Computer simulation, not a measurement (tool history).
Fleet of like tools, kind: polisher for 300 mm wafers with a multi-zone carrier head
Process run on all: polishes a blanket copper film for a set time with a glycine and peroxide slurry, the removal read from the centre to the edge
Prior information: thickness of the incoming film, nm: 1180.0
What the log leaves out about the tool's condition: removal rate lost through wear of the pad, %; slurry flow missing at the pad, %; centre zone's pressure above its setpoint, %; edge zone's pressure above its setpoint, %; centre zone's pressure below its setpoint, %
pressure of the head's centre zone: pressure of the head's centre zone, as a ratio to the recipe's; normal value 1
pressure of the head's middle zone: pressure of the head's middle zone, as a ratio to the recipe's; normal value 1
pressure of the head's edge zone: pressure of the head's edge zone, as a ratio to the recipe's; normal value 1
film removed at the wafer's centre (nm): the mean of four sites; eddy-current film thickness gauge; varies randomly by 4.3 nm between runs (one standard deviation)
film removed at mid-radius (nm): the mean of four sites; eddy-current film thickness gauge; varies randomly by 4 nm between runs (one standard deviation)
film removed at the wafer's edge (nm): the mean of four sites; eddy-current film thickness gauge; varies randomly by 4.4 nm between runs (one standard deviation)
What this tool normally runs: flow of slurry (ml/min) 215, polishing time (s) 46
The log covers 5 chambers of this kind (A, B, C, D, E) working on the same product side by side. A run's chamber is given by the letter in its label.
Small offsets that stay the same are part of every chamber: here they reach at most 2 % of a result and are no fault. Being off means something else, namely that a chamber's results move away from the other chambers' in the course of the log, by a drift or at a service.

| run | hour | flow of slurry (ml/min) | pressure of the head's centre zone | pressure of the head's middle zone | pressure of the head's edge zone | polishing time (s) | wafers polished on this pad | hours since the slurry nozzle was cleaned | hours since the centre zone pressure was calibrated | hours since the edge zone pressure was calibrated | film removed at the wafer's centre (nm) | film removed at mid-radius (nm) | film removed at the wafer's edge (nm) |
|---|---|---|---|---|---|---|---|---|---|---|---|---|---|
|  | 2.1 | chamber A: edge zone pressure recalibrated |
| 1C | 10.4 | 215 | 1 | 1 | 1 | 46 | 351 | 466 | 366.9 | 75.9 | 328.08 | 324.79 | 329.06 |
|  | 21.6 | chamber A: worn pad replaced by a new one |
| 2D | 22.5 | 215 | 1 | 1 | 1 | 46 | 639 | 215.9 | 1212.2 | 649.9 | 324.71 | 333.39 | 329.35 |
|  | 31.2 | chamber E: slurry nozzle cleaned |
| 3A | 32.1 | 215 | 1 | 1 | 1 | 46 | 103 | 155.7 | 1013.3 | 30.1 | 327.72 | 325.22 | 324.78 |
|  | 42.1 | chamber C: worn pad replaced by a new one |
| 4B | 42.9 | 215 | 1 | 1 | 1 | 46 | 970 | 186 | 359.1 | 700.8 | 328.46 | 322.53 | 330.12 |
|  | 49.6 | chamber B: worn pad replaced by a new one |
| 5E | 53.4 | 215 | 1 | 1 | 1 | 46 | 602 | 22.2 | 236.4 | 140.9 | 337.77 | 330.6 | 316.02 |
| 6E | 60 | 215 | 1 | 1 | 1 | 46 | 667 | 28.8 | 243 | 147.5 | 334.6 | 332.53 | 327.94 |
| 7A | 70.3 | 215 | 1 | 1 | 1 | 46 | 477 | 193.9 | 1051.5 | 68.3 | 331.53 | 329.84 | 321.71 |
|  | 75.5 | chamber C: slurry nozzle cleaned |
| 8C | 76.5 | 215 | 1 | 1 | 1 | 46 | 337 | 1.1 | 433 | 142 | 326.46 | 325.02 | 324.18 |
| 9D | 87.2 | 170 | 1 | 1 | 0.91 | 46 | 1273 | 280.6 | 1276.9 | 714.6 | 299.7 | 306.95 | 299.12 |
| 10B | 93.7 | 170 | 1 | 1 | 0.91 | 46 | 433 | 236.8 | 409.9 | 751.6 | 320.62 | 309.82 | 302.96 |
|  | 98.4 | chamber C: centre zone pressure recalibrated |
| 11D | 102.1 | 170 | 1 | 1 | 0.91 | 46 | 1419 | 295.5 | 1291.8 | 729.5 | 305.35 | 312.83 | 304.76 |
|  | 108.2 | chamber A: worn pad replaced by a new one |
| 12C | 111.8 | 170 | 1 | 1 | 0.91 | 46 | 683 | 36.4 | 13.4 | 177.3 | 325.16 | 319.88 | 298.78 |
|  | 115.3 | chamber C: worn pad replaced by a new one |
| 13E | 117.8 | 170 | 1 | 1 | 0.91 | 46 | 1233 | 86.6 | 300.8 | 205.3 | 316.26 | 309.49 | 311.45 |
|  | 122.1 | chamber B: edge zone pressure recalibrated |
| 14A | 127.2 | 215 | 1 | 1 | 1 | 46 | 186 | 250.8 | 1108.4 | 125.2 | 322 | 327.13 | 330.75 |
| 15B | 139.6 | 215 | 1 | 1 | 1 | 46 | 883 | 282.7 | 455.8 | 17.6 | 322.97 | 320.61 | 326.84 |
|  | 141.5 | chamber E: worn pad replaced by a new one |
|  | 146.9 | chamber E: centre zone pressure recalibrated |
|  | 149.7 | chamber D: centre zone pressure recalibrated |
| 16E | 151.7 | 215 | 1 | 1 | 1 | 46 | 100 | 120.5 | 4.8 | 239.2 | 333.78 | 328.62 | 324.5 |
| 17C | 163.9 | 215 | 1 | 1 | 1 | 46 | 476 | 88.5 | 65.5 | 229.4 | 326.44 | 333.62 | 322.06 |
|  | 165.7 | chamber A: centre zone pressure recalibrated |
|  | 175.8 | chamber B: worn pad replaced by a new one |
| 18D | 177 | 215 | 1 | 1 | 1 | 46 | 2154 | 370.4 | 27.3 | 804.4 | 308.39 | 311.63 | 307.86 |
| 19B | 186.3 | 215 | 1 | 1 | 1 | 36 | 103 | 329.4 | 502.5 | 64.3 | 254.95 | 254.64 | 260.23 |
| 20A | 194.8 | 215 | 1 | 1 | 1 | 36 | 849 | 318.4 | 29.2 | 192.8 | 252.63 | 260 | 254.41 |
|  | 196.4 | chamber C: worn pad replaced by a new one |
|  | 199.5 | chamber A: worn pad replaced by a new one |
| 21A | 205.9 | 215 | 1 | 1 | 1 | 36 | 62 | 329.5 | 40.3 | 203.9 | 258.08 | 258 | 257.83 |
| 22E | 211.6 | 215 | 1 | 1 | 1 | 36 | 687 | 180.4 | 64.7 | 299.1 | 260.81 | 255.02 | 254.77 |
| 23D | 219 | 215 | 1 | 1 | 1 | 36 | 2566 | 412.4 | 69.3 | 846.4 | 237 | 245.33 | 240.84 |
| 24B | 231.9 | 215 | 1 | 1 | 1 | 51 | 550 | 375 | 548.1 | 109.9 | 360.34 | 355.67 | 369.51 |
| 25C | 240.8 | 215 | 1 | 1 | 1 | 51 | 436 | 165.4 | 142.4 | 306.3 | 360.03 | 364.88 | 355.91 |
| 26E | 250.4 | 215 | 1 | 1 | 1 | 51 | 1068 | 219.2 | 103.5 | 337.9 | 371.66 | 368.25 | 367.79 |
|  | 252.5 | chamber B: slurry nozzle cleaned |
| 27D | 256.8 | 215 | 1 | 1 | 1 | 51 | 2936 | 450.2 | 107.1 | 884.2 | 335.59 | 337.58 | 334.44 |
|  | 258.9 | chamber C: worn pad replaced by a new one |
| 28C | 264.3 | 215 | 1 | 1 | 1 | 51 | 53 | 188.9 | 165.9 | 329.8 | 357.35 | 355.31 | 360.13 |
| 29B | 273.2 | 215 | 1 | 1 | 1 | 46 | 955 | 20.7 | 589.4 | 151.2 | 320.92 | 324.35 | 328.88 |
|  | 281.5 | chamber E: worn pad replaced by a new one |
| 30A | 285 | 215 | 1 | 1 | 1 | 46 | 838 | 408.6 | 119.4 | 283 | 337.97 | 332.04 | 328.27 |
|  | 287.9 | chamber A: worn pad replaced by a new one |
| 31A | 292.7 | 215 | 1 | 1 | 1 | 46 | 47 | 416.3 | 127.1 | 290.7 | 330.7 | 326.56 | 331.63 |
|  | 304.6 | chamber E: edge zone pressure recalibrated |
| 32B | 305.3 | 215 | 1 | 1 | 1 | 46 | 1270 | 52.8 | 621.5 | 183.3 | 323.37 | 325.52 | 326.96 |
| 33D | 315.8 | 215 | 1 | 1 | 1 | 46 | 3515 | 509.2 | 166.1 | 943.2 | 296.78 | 299.71 | 294.75 |
| 34E | 322.9 | 215 | 1 | 1 | 1 | 46 | 406 | 291.7 | 176 | 18.3 | 337.92 | 331.15 | 329.74 |
| 35C | 331.7 | 215 | 1 | 1 | 1 | 46 | 714 | 256.3 | 233.3 | 397.2 | 329.37 | 331.58 | 328.02 |
|  | 336.6 | chamber C: worn pad replaced by a new one |
| 36D | 341 | 215 | 1 | 1 | 1 | 46 | 3762 | 534.4 | 191.3 | 968.4 | 293.29 | 291.54 | 286.5 |
| 37C | 353.9 | 215 | 1 | 1 | 1 | 46 | 170 | 278.5 | 255.5 | 419.4 | 329.14 | 331.41 | 327.08 |

Which is it: a chamber that has drifted or been left off by a service, a gauge drift common to all chambers, or only each chamber's usual small offset? If a chamber is off, name it and its likeliest cause.

Little by little, chamber D moves away from the other chambers.
Most likely cause: removal rate lost through wear of the pad, % = 10.9.

Here are 4 candidates for chamber D's next run, each the usual settings with a change, their results left as question marks. Which one brings its results back in line with what the others give on the usual settings?
To be in line, a result may differ from the other chambers' mean on the usual settings by at most: film removed at the wafer's centre (nm) 15; film removed at mid-radius (nm) 14; film removed at the wafer's edge (nm) 15
| 38D-1 | 363.3 | 215 | 0.99 | 1 | 1 | 44 |  |  |  |  | ? | ? | ? |
| 38D-2 | 363.3 | 215 | 1.01 | 1 | 1 | 48 |  |  |  |  | ? | ? | ? |
| 38D-3 | 363.3 | 220 | 1.02 | 0.99 | 1 | 51 |  |  |  |  | ? | ? | ? |
| 38D-4 | 363.3 | 210 | 0.98 | 1.01 | 1 | 41 |  |  |  |  | ? | ? | ? |

The other chambers' mean on the usual settings: film removed at the wafer's centre (nm) 326.96; film removed at mid-radius (nm) 325.18; film removed at the wafer's edge (nm) 325.38
| run | film removed at the wafer's centre (nm) | film removed at mid-radius (nm) | film removed at the wafer's edge (nm) |
|---|---|---|---|
| 38D-1 | 269.02 | 282.52 | 277.88 |
| 38D-2 | 300.07 | 308.17 | 303.14 |
| 38D-3 | 323.41 | 325.35 | 322.87 |
| 38D-4 | 247 | 264.89 | 258.28 |
The answer is 38D-3, which returns the chamber to within the allowed miss of the others.

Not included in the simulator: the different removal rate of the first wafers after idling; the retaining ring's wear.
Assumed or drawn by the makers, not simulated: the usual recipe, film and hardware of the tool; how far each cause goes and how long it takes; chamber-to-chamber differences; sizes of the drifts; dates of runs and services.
